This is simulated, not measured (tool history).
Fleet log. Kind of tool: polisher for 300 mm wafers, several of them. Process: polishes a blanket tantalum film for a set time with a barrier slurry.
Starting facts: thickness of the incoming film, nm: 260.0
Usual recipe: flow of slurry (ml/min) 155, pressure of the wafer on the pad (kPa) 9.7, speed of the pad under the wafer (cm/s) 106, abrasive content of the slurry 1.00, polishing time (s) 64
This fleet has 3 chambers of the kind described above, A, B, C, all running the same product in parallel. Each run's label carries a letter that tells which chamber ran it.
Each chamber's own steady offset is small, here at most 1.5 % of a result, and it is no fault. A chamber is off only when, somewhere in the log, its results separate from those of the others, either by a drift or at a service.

run   hour  flow of slurry (ml/min)  pressure of the wafer on the pad (kPa)  speed of the pad under the wafer (cm/s)  abrasive content of the slurry  polishing time (s)  film removed (Å)
       2.6  -- chamber A: worn pad replaced by a new one
 1A    3.3                      155                                     9.7                                      106                            1.00                  64            749.17
 2C    5.5                      155                                     9.7                                      106                            1.00                  64            760.58
 3B    8.6                      155                                     9.7                                      106                            1.00                  64            762.76
 4B   12.2                      155                                     9.7                                      106                            1.00                  64            755.69
      15.2  -- chamber B: worn pad replaced by a new one
 5A   15.8                      155                                     9.7                                      106                            1.00                  64            747.58
 6C   18.3                      155                                     9.7                                      106                            1.00                  64            766.68
 7A   22.6                      155                                     9.7                                      106                            1.00                  64            762.67
 8C   26.5                      155                                     9.7                                      106                            1.00                  64            764.75
 9B   29.1                      155                                     9.7                                      106                            1.00                  64            750.91
10B   31.3                      155                                     9.7                                      106                            1.00                  64            752.33
11A   34.1                      155                                     9.7                                      106                            0.70                  49            524.32
12C   36.2                      155                                     9.7                                      106                            0.70                  49            521.59
13B   38.9                      155                                     9.7                                      106                            0.70                  49            521.49
14C   42.2                      155                                     9.7                                      106                            1.00                  64            748.17
15A   45.5                      155                                     9.7                                      106                            1.00                  64            738.34
      47.2  -- chamber A: worn pad replaced by a new one
16C   50.0                      155                                     9.7                                      106                            1.00                  64            775.80
17B   52.9                      155                                     9.7                                      106                            1.00                  64            740.69
      55.2  -- chamber C: worn pad replaced by a new one
18A   55.6                      155                                     9.7                                      106                            1.00                  64            761.76
19C   59.6                      155                                     9.7                                      140                            1.00                  64           1026.60
20A   63.1                      155                                     9.7                                      140                            1.00                  64           1013.00
21B   66.5                      155                                     9.7                                      140                            1.00                  64            994.22
22C   70.0                      155                                     9.7                                      106                            1.00                  44            525.94
      72.1  -- chamber C: slurry blender recalibrated
23B   74.6                      155                                     9.7                                      106                            1.00                  44            529.32
24A   78.1                      155                                     9.7                                      106                            1.00                  44            524.31
25A   82.3                      155                                     9.7                                      106                            1.00                  64            770.90
      84.3  -- chamber A: worn pad replaced by a new one
26B   86.4                      110                                     9.7                                      106                            1.25                  64            733.50
27C   90.0                      110                                     9.7                                      106                            1.25                  64            761.49
28A   93.9                      110                                     9.7                                      106                            1.25                  64            746.38
29B   97.8                      155                                     9.7                                      106                            1.00                  64            748.43
30C  101.9                      155                                     9.7                                      106                            1.00                  64            761.28
31B  106.0                      155                                     9.7                                      106                            1.00                  64            751.07
32A  108.2                      155                                     9.7                                      106                            1.00                  64            742.39
33C  111.7                      155                                     9.7                                      106                            1.00                  64            761.78
34B  116.3                      155                                     9.7                                      106                            1.00                  64            742.82
     118.0  -- chamber C: worn pad replaced by a new one
35A  119.2                      155                                     9.7                                      106                            1.00                  64            774.73
     119.3  -- chamber B: worn pad replaced by a new one
36C  122.7                      115                                     9.7                                      106                            1.00                  64            733.84
37A  125.2                      115                                     9.7                                      106                            1.00                  64            705.39
     125.4  -- chamber A: worn pad replaced by a new one
38B  128.2                      115                                     9.7                                      106                            1.00                  64            700.19
39C  131.9                      115                                     9.7                                      106                            1.00                  64            722.11
40A  134.7                      115                                     9.7                                      106                            1.00                  64            712.14
41B  137.1                      115                                     9.7                                      106                            1.00                  64            694.88

Is one chamber out of step, is the gauge drifting, or do the chambers differ by no more than their own small offsets? For an off chamber, give its letter and the likeliest cause.

Nothing is wrong: each chamber keeps only its own small, steady offset and the gauge holds still.
